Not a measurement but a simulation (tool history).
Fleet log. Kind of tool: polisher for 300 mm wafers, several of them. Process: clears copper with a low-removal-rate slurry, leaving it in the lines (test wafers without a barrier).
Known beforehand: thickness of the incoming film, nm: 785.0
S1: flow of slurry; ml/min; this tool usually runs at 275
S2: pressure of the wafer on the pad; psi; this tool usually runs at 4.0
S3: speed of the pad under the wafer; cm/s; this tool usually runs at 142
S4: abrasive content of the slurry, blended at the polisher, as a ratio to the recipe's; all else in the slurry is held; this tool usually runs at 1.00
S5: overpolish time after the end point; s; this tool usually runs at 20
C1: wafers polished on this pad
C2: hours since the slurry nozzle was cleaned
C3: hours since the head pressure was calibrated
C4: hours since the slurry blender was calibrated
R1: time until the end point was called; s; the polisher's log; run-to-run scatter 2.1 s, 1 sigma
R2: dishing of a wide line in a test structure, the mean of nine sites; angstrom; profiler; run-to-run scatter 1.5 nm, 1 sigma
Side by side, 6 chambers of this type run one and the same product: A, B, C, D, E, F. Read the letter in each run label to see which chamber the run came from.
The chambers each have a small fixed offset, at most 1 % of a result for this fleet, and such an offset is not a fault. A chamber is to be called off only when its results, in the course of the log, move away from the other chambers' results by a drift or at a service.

run     day   S1   S2   S3    S4  S5    C1     C2     C3     C4      R1      R2
      0.142  -- chamber D: slurry nozzle cleaned
 1A   0.342  275  4.0  142  1.00  20   419  335.5  292.7   33.6  162.57  641.20
      0.562  -- chamber E: slurry nozzle cleaned
      0.579  -- chamber D: slurry blender recalibrated
 2D   0.608  275  4.0  142  1.00  20  1192   11.2  245.0    0.8  161.26  635.37
 3F   0.850  275  4.0  142  1.00  20   358  663.4  181.5  384.3  164.82  647.77
 4C   1.104  275  4.0  142  1.00  20   486  635.9  500.1  220.7  164.22  673.72
 5B   1.292  275  4.5  142  1.00  20  1284  547.8  403.6  345.4  142.37  682.34
      1.483  -- chamber D: worn pad replaced by a new one
 6E   1.654  275  4.5  142  1.00  20   820   26.3  279.2   99.0  142.08  695.56
 7C   2.021  275  4.5  142  1.00  20   613  657.9  522.1  242.7  145.58  745.79
 8A   2.221  275  4.5  142  1.00  20   680  380.6  337.8   78.7  143.22  714.04
      2.404  -- chamber E: slurry blender recalibrated
      2.458  -- chamber F: slurry blender recalibrated
 9B   2.504  275  4.5  142  1.00  20  1452  576.9  432.7  374.5  144.41  676.10
10F   2.892  275  4.5  142  1.00  20   641  712.4  230.5   10.4  144.31  715.12
      2.996  -- chamber B: worn pad replaced by a new one
11E   3.129  275  4.5  122  1.00  20  1024   61.7  314.6   17.5  165.36  659.45
      3.221  -- chamber A: worn pad replaced by a new one
12D   3.329  275  4.5  122  1.00  20   256   76.5  310.3   66.1  164.90  633.40
13A   3.521  275  4.5  122  1.00  20    41  411.8  369.0  109.9  170.27  635.75
      3.617  -- chamber A: slurry nozzle cleaned
14C   3.854  275  4.5  122  1.00  20   868  701.9  566.1  286.7  167.60  639.06
      3.979  -- chamber C: worn pad replaced by a new one
15E   4.233  275  4.5  122  1.00  20  1177   88.2  341.1   44.0  163.80  610.27
      4.262  -- chamber E: worn pad replaced by a new one
      4.471  -- chamber B: head pressure recalibrated
16B   4.625  275  4.5  122  1.00  20   226  627.8    3.7  425.4  164.72  623.45
      4.796  -- chamber B: slurry blender recalibrated
17F   4.917  275  4.0  142  1.00  20   922  761.0  279.1   59.0  163.52  633.21
18D   5.238  275  4.0  142  1.00  20   520  122.3  356.1  111.9  161.50  661.17
19F   5.429  275  4.0   96  1.00  20   993  773.3  291.4   71.3  234.28  469.21
      5.638  -- chamber F: slurry nozzle cleaned
20E   5.683  275  4.0   96  1.00  20   197  123.0  375.9   78.8  238.20  447.47
21A   5.938  275  4.0   96  1.00  20   377   55.8  427.0  167.9  251.86  444.70
22D   6.275  275  4.0   96  1.00  20   664  147.2  381.0  136.8  231.01  440.60
      6.521  -- chamber F: worn pad replaced by a new one
      6.596  -- chamber E: slurry blender recalibrated
23C   6.638  275  4.0   96  1.00  20   369  768.7  632.9  353.5  240.56  446.39
24B   7.071  275  4.0   96  1.00  20   565  686.5   62.4   54.7  237.38  474.89
25C   7.342  275  4.0  142  1.00  20   466  785.6  649.8  370.4  161.33  635.77
26F   7.562  275  4.0  142  1.00  20   144   46.3  342.6  122.5  162.03  654.55
27B   7.800  275  4.0  142  1.00  20   666  704.0   79.9   72.2  160.25  651.06
      8.054  -- chamber D: slurry nozzle cleaned
28A   8.058  275  4.0  142  1.00  20   671  106.7  477.9  218.8  170.00  621.51
      8.246  -- chamber B: slurry nozzle cleaned
29E   8.250  275  4.0  142  1.00  20   553  184.6  437.5   39.8  160.26  665.20
      8.321  -- chamber A: worn pad replaced by a new one
30D   8.633  275  4.0  142  1.00  20   991   14.0  437.6  193.4  157.36  627.33
31E   8.967  275  4.0  142  1.00  20   652  201.8  454.7   57.0  162.65  641.88
      9.088  -- chamber C: slurry blender recalibrated
32A   9.375  275  4.0  142  0.85  20   146  138.3  509.5  250.4  180.93  589.01
      9.508  -- chamber D: worn pad replaced by a new one
33B   9.742  275  4.0  142  0.85  20   936   35.9  126.5  118.8  162.96  633.01
34F  10.083  275  4.0  142  0.85  20   494  106.8  403.1  183.0  167.06  660.67
     10.096  -- chamber C: worn pad replaced by a new one
35D  10.308  275  4.0  142  0.85  20   111   54.2  477.8  233.6  164.99  653.79
36C  10.517  275  4.0  142  0.85  20    58  861.8  726.0   34.4  166.98  602.32
     10.621  -- chamber E: slurry blender recalibrated
     10.646  -- chamber C: head pressure recalibrated
37C  10.829  275  4.0  142  0.85  20   101  869.3    4.5   41.9  168.10  621.84
38B  11.242  275  4.0  142  1.00  20  1144   71.9  162.5  154.8  159.54  663.64
39F  11.612  275  4.0  142  1.00  20   706  143.5  439.8  219.7  163.70  639.72
40E  11.921  275  4.0  142  1.00  20  1062  272.7  525.6   31.2  160.62  649.68

Which is it: a chamber that has drifted or been left off by a service, a gauge drift common to all chambers, or only each chamber's usual small offset? If a chamber is off, name it and its likeliest cause.

Little by little, chamber A moves away from the other chambers.
What lies behind it: head's pressure below its setpoint, % = 11.6.

Chamber A could run next with any of the 4 candidate recipes listed below; each alters the usual settings, and their results appear as question marks. Which one brings its results back in line with what the other chambers deliver on the usual settings?
A result is in line if it is within this distance of the other chambers' mean on the usual settings: R1 7.30 s; R2 53.00 angstrom
41A-1  12.229  275  4.3  152  1.00  20                   ?   ?
41A-2  12.229  275  3.7  132  1.00  20                   ?   ?
41A-3  12.229  275  3.9  138  1.00  20                   ?   ?
41A-4  12.229  275  4.1  146  1.00  20                   ?   ?

Usual-settings mean across the other chambers: R1 160.31 s; R2 645.07 angstrom
  run      R1      R2
41A-1  159.41  653.94
41A-2  214.09  507.09
41A-3  194.04  552.64
41A-4  174.23  606.21
With 41A-1, the chamber falls back in line with the rest.

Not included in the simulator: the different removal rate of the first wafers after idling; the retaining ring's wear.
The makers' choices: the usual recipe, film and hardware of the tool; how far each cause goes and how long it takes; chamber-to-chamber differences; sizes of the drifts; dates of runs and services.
